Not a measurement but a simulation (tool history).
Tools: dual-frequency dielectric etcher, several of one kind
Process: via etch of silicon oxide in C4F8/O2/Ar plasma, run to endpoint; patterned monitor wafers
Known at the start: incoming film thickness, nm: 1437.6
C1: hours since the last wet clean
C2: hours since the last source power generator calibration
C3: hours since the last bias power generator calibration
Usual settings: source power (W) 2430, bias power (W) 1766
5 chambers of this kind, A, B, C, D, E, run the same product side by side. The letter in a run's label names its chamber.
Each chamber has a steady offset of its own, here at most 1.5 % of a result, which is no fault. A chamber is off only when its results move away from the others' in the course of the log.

Run 1A, day 0.458: usual settings; C1 528.7; C2 1036.7; C3 509.2. Result: endpoint time (s) 272.06.
Run 2C, day 0.879: usual settings; C1 403.9; C2 3213.5; C3 3431.8. Result: endpoint time (s) 272.03.
Run 3D, day 1.175: usual settings; C1 332.0; C2 512.3; C3 733.5. Result: endpoint time (s) 270.46.
Run 4B, day 1.683: usual settings; C1 145.5; C2 1525.6; C3 359.8. Result: endpoint time (s) 269.34.
At day 1.933: chamber E: source power generator calibrated.
Run 5E, day 1.996: usual settings; C1 266.0; C2 1.5; C3 3700.6. Result: endpoint time (s) 267.36.
At day 2.025: chamber A: wet clean of the chamber.
Run 6E, day 2.533: usual settings; C1 278.9; C2 14.4; C3 3713.5. Result: endpoint time (s) 266.11.
Run 7B, day 2.825: usual settings; C1 172.9; C2 1553.0; C3 387.2. Result: endpoint time (s) 268.96.
Run 8A, day 3.100: usual settings; C1 25.9; C2 1100.1; C3 572.6. Result: endpoint time (s) 272.70.
Run 9C, day 3.562: usual settings; C1 468.3; C2 3277.9; C3 3496.2. Result: endpoint time (s) 271.93.
Run 10D, day 4.079: usual settings; C1 401.7; C2 582.0; C3 803.2. Result: endpoint time (s) 267.93.
At day 4.396: chamber C: wet clean of the chamber.
Run 11D, day 4.400: usual settings; C1 409.4; C2 589.7; C3 810.9. Result: endpoint time (s) 268.13.
Run 12B, day 4.871: usual settings; C1 222.0; C2 1602.1; C3 436.3. Result: endpoint time (s) 268.97.
Run 13E, day 5.379: usual settings but source power (W) 2870, bias power (W) 2048; C1 347.2; C2 82.7; C3 3781.8. Result: endpoint time (s) 238.35.
Run 14A, day 5.946: usual settings but source power (W) 2870, bias power (W) 2048; C1 94.2; C2 1168.4; C3 640.9. Result: endpoint time (s) 246.61.
Run 15C, day 6.308: usual settings but source power (W) 2870, bias power (W) 2048; C1 45.9; C2 3343.8; C3 3562.1. Result: endpoint time (s) 244.10.
Run 16A, day 6.700: usual settings but source power (W) 2870, bias power (W) 2048; C1 112.3; C2 1186.5; C3 659.0. Result: endpoint time (s) 243.66.
Run 17B, day 7.229: usual settings but source power (W) 2870, bias power (W) 2048; C1 278.6; C2 1658.7; C3 492.9. Result: endpoint time (s) 242.26.
Run 18D, day 7.721: usual settings; C1 489.1; C2 669.4; C3 890.6. Result: endpoint time (s) 263.13.
Run 19E, day 8.158: usual settings; C1 413.9; C2 149.4; C3 3848.5. Result: endpoint time (s) 267.98.
Run 20C, day 8.450: usual settings; C1 97.3; C2 3395.2; C3 3613.5. Result: endpoint time (s) 272.79.
Run 21B, day 8.758: usual settings; C1 315.3; C2 1695.4; C3 529.6. Result: endpoint time (s) 269.99.
At day 8.833: chamber E: bias power generator calibrated.
Run 22D, day 9.304: usual settings; C1 527.1; C2 707.4; C3 928.6. Result: endpoint time (s) 262.36.
At day 9.775: chamber E: wet clean of the chamber.
Run 23C, day 9.779: usual settings; C1 129.2; C2 3427.1; C3 3645.4. Result: endpoint time (s) 273.47.
Run 24E, day 10.246: usual settings; C1 11.3; C2 199.5; C3 34.0. Result: endpoint time (s) 269.39.
Run 25A, day 10.588: usual settings; C1 205.6; C2 1279.8; C3 752.3. Result: endpoint time (s) 271.88.
Run 26E, day 10.975: usual settings but source power (W) 2110; C1 28.8; C2 217.0; C3 51.5. Result: endpoint time (s) 283.78.
At day 11.483: chamber B: wet clean of the chamber.
Run 27B, day 11.550: usual settings but source power (W) 2110; C1 1.6; C2 1762.4; C3 596.6. Result: endpoint time (s) 286.21.
Run 28D, day 11.954: usual settings but source power (W) 2110; C1 590.7; C2 771.0; C3 992.2. Result: endpoint time (s) 277.25.
Run 29C, day 12.275: usual settings but source power (W) 2110; C1 189.1; C2 3487.0; C3 3705.3. Result: endpoint time (s) 288.71.
Run 30A, day 12.838: usual settings but source power (W) 2110; C1 259.6; C2 1333.8; C3 806.3. Result: endpoint time (s) 285.98.
Run 31B, day 13.254: usual settings; C1 42.5; C2 1803.3; C3 637.5. Result: endpoint time (s) 270.55.
Run 32C, day 13.629: usual settings; C1 221.6; C2 3519.5; C3 3737.8. Result: endpoint time (s) 272.22.
Run 33A, day 13.958: usual settings; C1 286.5; C2 1360.7; C3 833.2. Result: endpoint time (s) 272.60.

All 5 chambers run these settings next. Forecast each chamber's results:
Run 34A, day 14.392: usual settings. Result: endpoint time (s) ?.
Run 34B, day 14.392: usual settings. Result: endpoint time (s) ?.
Run 34C, day 14.392: usual settings. Result: endpoint time (s) ?.
Run 34D, day 14.392: usual settings. Result: endpoint time (s) ?.
Run 34E, day 14.392: usual settings. Result: endpoint time (s) ?.

run  endpoint time (s)
34A             272.03
34B             268.90
34C             272.84
34D             258.11
34E             267.76
